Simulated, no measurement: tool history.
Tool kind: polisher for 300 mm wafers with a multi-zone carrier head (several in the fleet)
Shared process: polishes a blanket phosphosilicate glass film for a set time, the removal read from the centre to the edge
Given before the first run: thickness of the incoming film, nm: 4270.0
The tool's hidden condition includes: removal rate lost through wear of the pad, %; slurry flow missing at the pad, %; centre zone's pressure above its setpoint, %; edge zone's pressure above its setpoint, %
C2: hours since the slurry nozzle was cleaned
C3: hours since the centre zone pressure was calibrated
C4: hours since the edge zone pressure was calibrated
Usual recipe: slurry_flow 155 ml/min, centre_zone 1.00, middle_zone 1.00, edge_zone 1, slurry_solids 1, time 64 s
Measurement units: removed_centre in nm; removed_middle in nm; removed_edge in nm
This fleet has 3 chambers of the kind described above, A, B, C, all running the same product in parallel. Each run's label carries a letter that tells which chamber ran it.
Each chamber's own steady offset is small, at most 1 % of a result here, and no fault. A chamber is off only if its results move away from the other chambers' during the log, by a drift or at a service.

Run 1A, hour 6.5: usual settings; wafers polished on this pad 373; C2 268.2; C3 376.8; C4 167.8. Result: removed_centre 600.03 nm, removed_middle 600.70 nm, removed_edge 603.57 nm.
At hour 20.4: chamber A: worn pad replaced by a new one.
Run 2C, hour 21.2: usual settings; wafers polished on this pad 952; C2 488.7; C3 864.6; C4 42.0. Result: removed_centre 611.74 nm, removed_middle 600.52 nm, removed_edge 601.58 nm.
Run 3B, hour 32.1: usual settings; wafers polished on this pad 771; C2 397.2; C3 388.1; C4 1147.9. Result: removed_centre 605.50 nm, removed_middle 599.49 nm, removed_edge 609.57 nm.
At hour 33.8: chamber A: centre zone pressure recalibrated.
Run 4C, hour 42.0: usual settings; wafers polished on this pad 1069; C2 509.5; C3 885.4; C4 62.8. Result: removed_centre 614.02 nm, removed_middle 606.91 nm, removed_edge 602.11 nm.
Run 5B, hour 49.7: usual settings but centre_zone 1.07, time 80 s; wafers polished on this pad 869; C2 414.8; C3 405.7; C4 1165.5. Result: removed_centre 822.60 nm, removed_middle 759.31 nm, removed_edge 760.28 nm.
At hour 51.9: chamber B: slurry nozzle cleaned.
At hour 56.0: chamber B: worn pad replaced by a new one.
Run 6A, hour 56.7: usual settings but centre_zone 1.07, time 80 s; wafers polished on this pad 203; C2 318.4; C3 23.0; C4 218.0. Result: removed_centre 814.17 nm, removed_middle 747.68 nm, removed_edge 758.91 nm.
Run 7C, hour 65.4: usual settings but centre_zone 1.07, time 80 s; wafers polished on this pad 1199; C2 532.9; C3 908.8; C4 86.2. Result: removed_centre 823.45 nm, removed_middle 748.90 nm, removed_edge 761.38 nm.
Run 8A, hour 80.0: usual settings; wafers polished on this pad 333; C2 341.7; C3 46.3; C4 241.3. Result: removed_centre 597.98 nm, removed_middle 607.98 nm, removed_edge 596.44 nm.
Run 9B, hour 95.0: usual settings; wafers polished on this pad 218; C2 43.2; C3 451.0; C4 1210.8. Result: removed_centre 610.65 nm, removed_middle 613.94 nm, removed_edge 607.44 nm.
At hour 106.4: chamber A: worn pad replaced by a new one.
Run 10C, hour 107.1: usual settings; wafers polished on this pad 1432; C2 574.6; C3 950.5; C4 127.9. Result: removed_centre 604.27 nm, removed_middle 596.01 nm, removed_edge 601.00 nm.
Run 11B, hour 114.9: usual settings but centre_zone 0.92, middle_zone 0.89; wafers polished on this pad 329; C2 63.1; C3 470.9; C4 1230.7. Result: removed_centre 549.04 nm, removed_middle 548.57 nm, removed_edge 604.66 nm.
Run 12A, hour 123.5: usual settings but centre_zone 0.92, middle_zone 0.89; wafers polished on this pad 95; C2 385.2; C3 89.8; C4 284.8. Result: removed_centre 545.15 nm, removed_middle 546.04 nm, removed_edge 592.84 nm.
Run 13C, hour 137.3: usual settings but centre_zone 0.92, middle_zone 0.89; wafers polished on this pad 1601; C2 604.8; C3 980.7; C4 158.1. Result: removed_centre 545.75 nm, removed_middle 526.34 nm, removed_edge 588.66 nm.
At hour 149.7: chamber A: slurry nozzle cleaned.
Run 14B, hour 151.7: usual settings; wafers polished on this pad 535; C2 99.9; C3 507.7; C4 1267.5. Result: removed_centre 614.50 nm, removed_middle 611.13 nm, removed_edge 609.91 nm.
Run 15A, hour 165.9: usual settings; wafers polished on this pad 332; C2 16.3; C3 132.2; C4 327.2. Result: removed_centre 602.92 nm, removed_middle 614.67 nm, removed_edge 605.36 nm.
Run 16B, hour 175.5: usual settings; wafers polished on this pad 668; C2 123.7; C3 531.5; C4 1291.3. Result: removed_centre 607.60 nm, removed_middle 602.98 nm, removed_edge 610.71 nm.
At hour 182.1: chamber B: worn pad replaced by a new one.
At hour 183.5: chamber A: worn pad replaced by a new one.
Run 17C, hour 186.9: usual settings; wafers polished on this pad 1878; C2 654.4; C3 1030.3; C4 207.7. Result: removed_centre 578.00 nm, removed_middle 573.27 nm, removed_edge 580.78 nm.
At hour 199.0: chamber C: slurry nozzle cleaned.
Run 18A, hour 199.3: usual settings; wafers polished on this pad 88; C2 49.7; C3 165.6; C4 360.6. Result: removed_centre 607.75 nm, removed_middle 605.46 nm, removed_edge 608.01 nm.
Run 19B, hour 210.8: usual settings; wafers polished on this pad 160; C2 159.0; C3 566.8; C4 1326.6. Result: removed_centre 619.69 nm, removed_middle 601.60 nm, removed_edge 602.63 nm.
Run 20A, hour 225.6: usual settings but middle_zone 1.11; wafers polished on this pad 235; C2 76.0; C3 191.9; C4 386.9. Result: removed_centre 603.42 nm, removed_middle 663.55 nm, removed_edge 606.54 nm.
Run 21C, hour 239.9: usual settings but middle_zone 1.11; wafers polished on this pad 2174; C2 41.0; C3 1083.3; C4 260.7. Result: removed_centre 566.76 nm, removed_middle 622.50 nm, removed_edge 559.48 nm.
Run 22C, hour 251.2: usual settings but middle_zone 1.11; wafers polished on this pad 2238; C2 52.3; C3 1094.6; C4 272.0. Result: removed_centre 563.59 nm, removed_middle 617.83 nm, removed_edge 554.64 nm.
Run 23B, hour 265.0: usual settings but middle_zone 0.88; wafers polished on this pad 463; C2 213.2; C3 621.0; C4 1380.8. Result: removed_centre 604.65 nm, removed_middle 539.70 nm, removed_edge 617.28 nm.
Run 24A, hour 276.1: usual settings but middle_zone 0.88; wafers polished on this pad 517; C2 126.5; C3 242.4; C4 437.4. Result: removed_centre 599.03 nm, removed_middle 530.97 nm, removed_edge 614.92 nm.
At hour 282.1: chamber A: worn pad replaced by a new one.
Run 25B, hour 287.0: usual settings but middle_zone 0.88; wafers polished on this pad 586; C2 235.2; C3 643.0; C4 1402.8. Result: removed_centre 610.06 nm, removed_middle 542.01 nm, removed_edge 614.18 nm.
Run 26A, hour 300.4: usual settings but middle_zone 1.07; wafers polished on this pad 102; C2 150.8; C3 266.7; C4 461.7. Result: removed_centre 610.93 nm, removed_middle 651.87 nm, removed_edge 602.32 nm.
Run 27C, hour 312.9: usual settings but middle_zone 1.07; wafers polished on this pad 2582; C2 114.0; C3 1156.3; C4 333.7. Result: removed_centre 548.64 nm, removed_middle 576.29 nm, removed_edge 558.25 nm.
Run 28C, hour 326.7: usual settings but middle_zone 1.07; wafers polished on this pad 2659; C2 127.8; C3 1170.1; C4 347.5. Result: removed_centre 557.74 nm, removed_middle 569.30 nm, removed_edge 532.94 nm.

All 3 chambers run these settings next. Forecast each chamber's results:
Run 29A, hour 337.5: usual settings. Result: removed_centre ?, removed_middle ?, removed_edge ?.
Run 29B, hour 337.5: usual settings. Result: removed_centre ?, removed_middle ?, removed_edge ?.
Run 29C, hour 337.5: usual settings. Result: removed_centre ?, removed_middle ?, removed_edge ?.

run  removed_centre  removed_middle  removed_edge
29A          614.20          612.64        597.08
29B          601.26          612.08        620.96
29C          543.91          536.29        541.11
